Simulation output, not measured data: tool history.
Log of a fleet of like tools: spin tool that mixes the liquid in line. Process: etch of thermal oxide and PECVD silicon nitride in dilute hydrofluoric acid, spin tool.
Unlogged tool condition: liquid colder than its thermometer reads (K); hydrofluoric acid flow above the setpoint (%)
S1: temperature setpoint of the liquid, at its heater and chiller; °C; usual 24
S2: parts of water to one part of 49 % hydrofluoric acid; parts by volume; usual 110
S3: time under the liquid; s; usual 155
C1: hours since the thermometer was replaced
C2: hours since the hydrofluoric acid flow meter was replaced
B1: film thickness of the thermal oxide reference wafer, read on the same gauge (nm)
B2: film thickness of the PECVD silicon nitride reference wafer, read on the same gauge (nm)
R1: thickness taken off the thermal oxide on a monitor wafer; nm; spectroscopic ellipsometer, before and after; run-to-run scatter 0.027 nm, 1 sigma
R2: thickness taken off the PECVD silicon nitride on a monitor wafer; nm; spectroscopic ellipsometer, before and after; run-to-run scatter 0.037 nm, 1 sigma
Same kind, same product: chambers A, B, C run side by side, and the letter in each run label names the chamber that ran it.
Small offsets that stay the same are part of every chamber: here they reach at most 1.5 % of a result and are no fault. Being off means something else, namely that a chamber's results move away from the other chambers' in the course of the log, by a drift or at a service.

run	hour	S1	S2	S3	C1	C2	B1	B2	R1	R2
1B	4.8	24	110	155	2147.1	753.2	39.983	120.02	6.6553	4.2084
2C	11.2	24	110	155	435.7	1385.6	39.996	119.98	6.6419	4.2064
3A	18.2	24	110	155	1424.3	604.3	40.007	120.02	6.6781	4.2453
4C	27.2	24	110	155	451.7	1401.6	39.984	120.05	6.6550	4.1737
5A	35.4	24	110	155	1441.5	621.5	40.025	119.96	6.7104	4.2339
6B	42.7	24	110	155	2185.0	791.1	39.994	119.96	6.6664	4.2887
7C	50.2	24	110	155	474.7	1424.6	39.991	120.03	6.6199	4.1342
8B	55.4	24	110	155	2197.7	803.8	40.013	119.99	6.6497	4.2576
9A	64.2	24	110	155	1470.3	650.3	40.005	120.00	6.6513	4.1630
10C	73.0	24	110	155	497.5	1447.4	40.005	120.00	6.6755	4.1932
# hour 79.0: chamber B: hydrofluoric acid flow meter replaced
11A	80.2	24	110	155	1486.3	666.3	40.055	119.96	6.7270	4.2226
12B	87.5	24	110	155	2229.8	8.6	39.973	120.01	6.6383	4.2773
13B	96.9	24	110	155	2239.2	18.0	40.036	119.97	6.5998	4.2629
14A	102.8	24	110	155	1508.9	688.9	40.003	120.03	6.6857	4.1862
15C	108.4	24	110	155	532.9	1482.8	40.012	119.97	6.6661	4.2623
16C	116.1	24	110	155	540.6	1490.5	40.008	120.01	6.7022	4.2212
17A	122.7	24	110	195	1528.8	708.8	39.993	119.99	8.3802	5.3856
18B	132.0	24	110	195	2274.3	53.1	40.006	120.02	8.3207	5.4241
19B	139.7	24	110	195	2282.0	60.8	39.997	120.03	8.4037	5.3805
20C	146.1	24	110	155	570.6	1520.5	40.022	119.96	6.6630	4.2357
21A	152.2	24	110	155	1558.3	738.3	39.981	119.97	6.6741	4.2516
22A	161.3	24	110	155	1567.4	747.4	40.013	120.00	6.7072	4.1935
23C	169.8	24	110	155	594.3	1544.2	40.031	119.99	6.6742	4.2647
24B	176.5	24	110	155	2318.8	97.6	39.992	120.04	6.6198	4.2737
25B	185.8	24	130	155	2328.1	106.9	39.981	119.98	5.4626	3.6420
26C	191.3	24	130	155	615.8	1565.7	39.985	120.07	5.4856	3.6173

What goes on in this fleet: one chamber off, a drifting gauge, or nothing beyond the chambers' own small offsets? Name the chamber and the cause, if any.

The fleet is healthy, with each chamber sitting at its usual small offset and no drift in the gauge.
